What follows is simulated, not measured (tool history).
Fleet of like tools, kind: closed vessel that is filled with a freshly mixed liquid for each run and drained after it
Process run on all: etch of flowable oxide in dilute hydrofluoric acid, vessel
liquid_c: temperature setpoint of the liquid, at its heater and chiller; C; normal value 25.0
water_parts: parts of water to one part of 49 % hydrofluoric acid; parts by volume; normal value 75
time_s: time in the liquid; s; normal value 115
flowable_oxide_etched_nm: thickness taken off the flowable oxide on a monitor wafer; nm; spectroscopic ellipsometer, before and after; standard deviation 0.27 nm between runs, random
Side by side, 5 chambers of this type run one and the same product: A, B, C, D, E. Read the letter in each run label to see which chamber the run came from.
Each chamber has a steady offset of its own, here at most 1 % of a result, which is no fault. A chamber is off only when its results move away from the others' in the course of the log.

run	hour	liquid_c	water_parts	time_s	read-back film thickness of the flowable oxide reference wafer, read on the same gauge (nm)	flowable_oxide_etched_nm
1D	6.5	25.0	75	115	99.999	51.444
2E	13.0	25.0	75	115	100.000	52.178
3C	21.2	25.0	75	115	100.010	52.907
4B	28.8	25.0	75	115	100.020	51.794
5A	35.0	25.0	75	115	100.030	51.568
6E	44.1	25.0	75	115	100.000	52.291
7B	57.8	25.0	75	115	100.000	51.561
8A	65.4	25.0	75	115	99.997	51.579
# hour 66.3: chamber D: hydrofluoric acid flow meter replaced
9C	72.7	25.0	75	115	99.991	52.689
10D	83.3	25.0	75	115	99.979	52.174
11B	90.8	25.0	75	115	100.030	51.718
# hour 102.3: chamber A: hydrofluoric acid flow meter replaced
12E	102.9	25.0	75	115	99.993	52.399
13C	109.5	25.0	75	115	99.998	52.283
14D	115.9	25.0	75	115	99.961	51.802
15A	128.9	25.0	75	115	99.991	52.057
16C	139.3	25.0	95	50	100.010	17.444
17A	147.5	25.0	95	50	99.992	17.471
18D	155.9	25.0	95	50	100.000	17.215
19B	163.1	25.0	95	50	100.000	17.292
20E	174.1	25.0	95	50	99.974	17.440
21B	187.1	25.0	75	115	99.993	51.852
22D	197.6	25.0	75	115	100.010	51.525
23C	207.9	25.0	75	115	99.984	52.221
24A	220.7	25.0	75	115	100.020	52.050
25E	230.8	25.0	75	115	100.030	52.867
26E	243.0	25.0	75	115	99.988	52.679
27C	252.1	25.0	75	115	99.961	52.341
28D	265.4	25.0	75	115	99.987	51.381
29A	275.2	20.5	75	115	100.000	43.523
30B	288.3	20.5	75	115	99.995	43.274
31D	300.4	20.5	75	115	100.000	42.985
32A	311.5	20.5	75	115	99.994	43.302
33E	325.4	20.5	75	115	100.000	43.644
34B	333.9	25.0	75	115	100.030	51.529
35C	346.7	28.5	75	115	99.985	59.839
36E	356.6	28.5	75	115	100.010	60.550

What goes on in this fleet: one chamber off, a drifting gauge, or nothing beyond the chambers' own small offsets? Name the chamber and the cause, if any.

Neither any chamber nor the gauge drifts; the chambers differ only by their own small, steady offsets.
